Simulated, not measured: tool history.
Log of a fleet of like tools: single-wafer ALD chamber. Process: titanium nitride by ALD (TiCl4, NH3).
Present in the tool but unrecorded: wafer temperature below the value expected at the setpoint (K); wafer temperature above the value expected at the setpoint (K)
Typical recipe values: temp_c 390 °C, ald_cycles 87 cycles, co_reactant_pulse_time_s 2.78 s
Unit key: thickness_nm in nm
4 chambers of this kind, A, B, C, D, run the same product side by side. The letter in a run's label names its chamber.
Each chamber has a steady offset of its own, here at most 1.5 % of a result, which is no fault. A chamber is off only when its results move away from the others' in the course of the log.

run	hour	temp_c	ald_cycles	co_reactant_pulse_time_s	hours since the last thermocouple change	read-back reference wafer on the same gauge, thickness_nm	thickness_nm
1D	4.6	390	87	2.78	151.9	2.2895	1.9538
2B	9.0	390	87	2.78	1952.3	2.2923	1.9457
3C	18.3	390	87	2.78	1222.7	2.2905	1.9230
4A	27.8	390	87	2.78	1208.8	2.2880	1.9261
5D	35.0	390	87	2.78	182.3	2.2904	1.9564
6C	41.4	390	87	2.78	1245.8	2.2894	1.9092
7A	47.0	390	99	3.30	1228.0	2.2877	2.2285
8B	53.7	390	99	3.30	1997.0	2.2894	2.2076
9D	62.9	390	99	3.30	210.2	2.2898	2.2198
10A	67.3	390	99	3.30	1248.3	2.2910	2.2229
11C	76.4	390	87	2.78	1280.8	2.2892	1.9170
12B	83.5	390	87	2.78	2026.8	2.2897	1.9282
13D	92.3	390	87	2.78	239.6	2.2907	1.9405
14B	100.9	390	87	2.78	2044.2	2.2911	1.9182
15A	109.7	390	87	2.78	1290.7	2.2901	1.9336
16C	116.8	390	87	2.78	1321.2	2.2914	1.9123
17C	123.7	390	87	2.78	1328.1	2.2885	1.9047
18A	132.7	390	87	2.78	1313.7	2.2911	1.9290
19B	136.9	390	87	2.78	2080.2	2.2900	1.9343
20D	142.6	390	87	2.78	289.9	2.2899	1.9537
21C	148.9	390	87	2.78	1353.3	2.2912	1.9192
22D	155.3	390	87	2.78	302.6	2.2876	1.9484
23A	159.5	390	77	2.78	1340.5	2.2885	1.7130
24B	168.4	390	77	2.78	2111.7	2.2914	1.7085
25A	172.9	390	77	2.78	1353.9	2.2895	1.7051

Which is it: a chamber that has drifted or been left off by a service, a gauge drift common to all chambers, or only each chamber's usual small offset? If a chamber is off, name it and its likeliest cause.

The fleet is healthy, with each chamber sitting at its usual small offset and no drift in the gauge.
